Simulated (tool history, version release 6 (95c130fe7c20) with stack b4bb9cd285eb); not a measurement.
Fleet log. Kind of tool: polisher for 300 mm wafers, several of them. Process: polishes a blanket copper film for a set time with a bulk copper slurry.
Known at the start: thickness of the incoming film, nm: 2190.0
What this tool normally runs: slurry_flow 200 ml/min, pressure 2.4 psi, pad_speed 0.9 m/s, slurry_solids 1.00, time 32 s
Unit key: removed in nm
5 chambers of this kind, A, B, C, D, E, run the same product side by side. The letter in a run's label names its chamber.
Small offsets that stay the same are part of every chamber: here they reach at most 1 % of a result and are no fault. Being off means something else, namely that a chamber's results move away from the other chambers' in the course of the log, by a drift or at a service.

{"hour": 2.0, "done": "chamber B: worn pad replaced by a new one"}
{"run": "1A", "hour": 9.8, "slurry_flow": 200, "pressure": 2.4, "pad_speed": 0.9, "slurry_solids": 1.0, "time": 32, "removed": 257.18}
{"hour": 10.0, "done": "chamber C: slurry blender recalibrated"}
{"hour": 11.0, "done": "chamber E: worn pad replaced by a new one"}
{"run": "2B", "hour": 17.9, "slurry_flow": 200, "pressure": 2.4, "pad_speed": 0.9, "slurry_solids": 1.0, "time": 32, "removed": 254.4}
{"run": "3C", "hour": 25.8, "slurry_flow": 200, "pressure": 2.4, "pad_speed": 0.9, "slurry_solids": 1.0, "time": 32, "removed": 255.85}
{"hour": 31.9, "done": "chamber B: slurry nozzle cleaned"}
{"run": "4E", "hour": 37.6, "slurry_flow": 200, "pressure": 2.4, "pad_speed": 0.9, "slurry_solids": 1.0, "time": 32, "removed": 249.9}
{"hour": 39.3, "done": "chamber A: worn pad replaced by a new one"}
{"hour": 44.2, "done": "chamber C: slurry nozzle cleaned"}
{"run": "5D", "hour": 51.0, "slurry_flow": 200, "pressure": 2.4, "pad_speed": 0.9, "slurry_solids": 1.0, "time": 32, "removed": 252.67}
{"hour": 60.0, "done": "chamber A: slurry nozzle cleaned"}
{"run": "6B", "hour": 63.2, "slurry_flow": 200, "pressure": 2.4, "pad_speed": 0.9, "slurry_solids": 1.0, "time": 32, "removed": 254.7}
{"hour": 63.6, "done": "chamber C: worn pad replaced by a new one"}
{"run": "7E", "hour": 71.0, "slurry_flow": 200, "pressure": 2.4, "pad_speed": 0.9, "slurry_solids": 1.0, "time": 32, "removed": 255.3}
{"hour": 79.6, "done": "chamber B: worn pad replaced by a new one"}
{"run": "8C", "hour": 81.1, "slurry_flow": 200, "pressure": 2.4, "pad_speed": 0.9, "slurry_solids": 1.0, "time": 32, "removed": 253.23}
{"hour": 86.0, "done": "chamber D: worn pad replaced by a new one"}
{"hour": 91.3, "done": "chamber E: worn pad replaced by a new one"}
{"run": "9D", "hour": 94.6, "slurry_flow": 200, "pressure": 2.4, "pad_speed": 0.9, "slurry_solids": 1.0, "time": 32, "removed": 253.02}
{"hour": 96.5, "done": "chamber C: head pressure recalibrated"}
{"run": "10A", "hour": 105.6, "slurry_flow": 200, "pressure": 2.4, "pad_speed": 0.9, "slurry_solids": 1.0, "time": 32, "removed": 254.6}
{"hour": 111.1, "done": "chamber A: worn pad replaced by a new one"}
{"run": "11D", "hour": 113.8, "slurry_flow": 200, "pressure": 2.4, "pad_speed": 0.9, "slurry_solids": 1.0, "time": 32, "removed": 255.63}
{"run": "12C", "hour": 125.5, "slurry_flow": 200, "pressure": 2.4, "pad_speed": 0.9, "slurry_solids": 1.0, "time": 32, "removed": 253.82}
{"hour": 137.8, "done": "chamber C: worn pad replaced by a new one"}
{"run": "13A", "hour": 138.2, "slurry_flow": 200, "pressure": 2.4, "pad_speed": 0.9, "slurry_solids": 1.0, "time": 32, "removed": 253.26}
{"run": "14B", "hour": 144.4, "slurry_flow": 200, "pressure": 2.4, "pad_speed": 0.9, "slurry_solids": 1.0, "time": 32, "removed": 250.96}
{"hour": 151.9, "done": "chamber B: worn pad replaced by a new one"}
{"run": "15E", "hour": 155.4, "slurry_flow": 200, "pressure": 2.4, "pad_speed": 0.9, "slurry_solids": 1.0, "time": 32, "removed": 254.3}
{"hour": 167.6, "done": "chamber E: worn pad replaced by a new one"}
{"run": "16C", "hour": 169.2, "slurry_flow": 200, "pressure": 2.4, "pad_speed": 0.9, "slurry_solids": 1.0, "time": 32, "removed": 254.32}
{"hour": 172.9, "done": "chamber D: worn pad replaced by a new one"}
{"hour": 173.2, "done": "chamber E: slurry blender recalibrated"}
{"run": "17D", "hour": 175.5, "slurry_flow": 200, "pressure": 2.4, "pad_speed": 0.9, "slurry_solids": 1.0, "time": 32, "removed": 253.17}
{"run": "18E", "hour": 183.9, "slurry_flow": 200, "pressure": 2.4, "pad_speed": 0.9, "slurry_solids": 1.0, "time": 32, "removed": 253.69}
{"hour": 184.9, "done": "chamber A: worn pad replaced by a new one"}
{"hour": 195.1, "done": "chamber E: slurry nozzle cleaned"}
{"run": "19B", "hour": 197.1, "slurry_flow": 200, "pressure": 2.4, "pad_speed": 0.9, "slurry_solids": 1.0, "time": 32, "removed": 252.93}
{"hour": 202.5, "done": "chamber D: slurry blender recalibrated"}
{"run": "20A", "hour": 210.1, "slurry_flow": 200, "pressure": 2.4, "pad_speed": 0.9, "slurry_solids": 1.0, "time": 32, "removed": 255.87}
{"hour": 213.4, "done": "chamber B: worn pad replaced by a new one"}
{"run": "21D", "hour": 220.1, "slurry_flow": 260, "pressure": 1.8, "pad_speed": 0.9, "slurry_solids": 1.0, "time": 32, "removed": 193.86}
{"run": "22A", "hour": 226.6, "slurry_flow": 260, "pressure": 1.8, "pad_speed": 0.9, "slurry_solids": 1.0, "time": 32, "removed": 197.86}
{"hour": 230.5, "done": "chamber C: worn pad replaced by a new one"}
{"run": "23E", "hour": 233.4, "slurry_flow": 260, "pressure": 1.8, "pad_speed": 0.9, "slurry_solids": 1.0, "time": 32, "removed": 195.82}
{"hour": 239.8, "done": "chamber C: slurry blender recalibrated"}
{"hour": 240.2, "done": "chamber E: worn pad replaced by a new one"}
{"run": "24C", "hour": 240.9, "slurry_flow": 260, "pressure": 1.8, "pad_speed": 0.9, "slurry_solids": 1.0, "time": 32, "removed": 197.71}
{"run": "25B", "hour": 249.3, "slurry_flow": 260, "pressure": 1.8, "pad_speed": 0.9, "slurry_solids": 1.0, "time": 32, "removed": 198.48}
{"hour": 253.1, "done": "chamber A: worn pad replaced by a new one"}
{"run": "26A", "hour": 257.3, "slurry_flow": 200, "pressure": 2.4, "pad_speed": 0.9, "slurry_solids": 1.0, "time": 32, "removed": 259.64}
{"hour": 262.2, "done": "chamber D: worn pad replaced by a new one"}
{"run": "27D", "hour": 267.3, "slurry_flow": 200, "pressure": 2.4, "pad_speed": 0.9, "slurry_solids": 1.0, "time": 25, "removed": 199.11}
{"run": "28C", "hour": 274.8, "slurry_flow": 200, "pressure": 2.4, "pad_speed": 0.9, "slurry_solids": 1.0, "time": 25, "removed": 199.9}
{"hour": 280.1, "done": "chamber B: worn pad replaced by a new one"}
{"run": "29E", "hour": 282.0, "slurry_flow": 200, "pressure": 2.4, "pad_speed": 0.9, "slurry_solids": 1.0, "time": 25, "removed": 197.62}
{"hour": 285.9, "done": "chamber A: head pressure recalibrated"}
{"run": "30B", "hour": 293.8, "slurry_flow": 200, "pressure": 2.4, "pad_speed": 0.9, "slurry_solids": 1.0, "time": 25, "removed": 200.21}
{"run": "31C", "hour": 303.3, "slurry_flow": 200, "pressure": 2.4, "pad_speed": 0.9, "slurry_solids": 1.0, "time": 25, "removed": 197.28}
{"run": "32A", "hour": 311.7, "slurry_flow": 200, "pressure": 2.4, "pad_speed": 0.9, "slurry_solids": 1.0, "time": 32, "removed": 257.39}
{"hour": 315.8, "done": "chamber E: worn pad replaced by a new one"}
{"run": "33E", "hour": 322.4, "slurry_flow": 200, "pressure": 2.4, "pad_speed": 0.9, "slurry_solids": 1.0, "time": 32, "removed": 251.81}
{"run": "34B", "hour": 335.9, "slurry_flow": 200, "pressure": 2.4, "pad_speed": 0.9, "slurry_solids": 1.0, "time": 32, "removed": 252.49}
{"hour": 346.0, "done": "chamber D: worn pad replaced by a new one"}
{"run": "35D", "hour": 349.6, "slurry_flow": 200, "pressure": 2.8, "pad_speed": 0.9, "slurry_solids": 0.85, "time": 32, "removed": 283.28}

Each of the 5 chambers runs these same settings next. Fill in every chamber's results:
{"run": "36A", "hour": 359.5, "slurry_flow": 200, "pressure": 1.8, "pad_speed": 0.9, "slurry_solids": 1.0, "time": 32, "removed": "?"}
{"run": "36B", "hour": 359.5, "slurry_flow": 200, "pressure": 1.8, "pad_speed": 0.9, "slurry_solids": 1.0, "time": 32, "removed": "?"}
{"run": "36C", "hour": 359.5, "slurry_flow": 200, "pressure": 1.8, "pad_speed": 0.9, "slurry_solids": 1.0, "time": 32, "removed": "?"}
{"run": "36D", "hour": 359.5, "slurry_flow": 200, "pressure": 1.8, "pad_speed": 0.9, "slurry_solids": 1.0, "time": 32, "removed": "?"}
{"run": "36E", "hour": 359.5, "slurry_flow": 200, "pressure": 1.8, "pad_speed": 0.9, "slurry_solids": 1.0, "time": 32, "removed": "?"}

run=36A removed=192.43
run=36B removed=189.00
run=36C removed=193.75
run=36D removed=189.10
run=36E removed=189.97
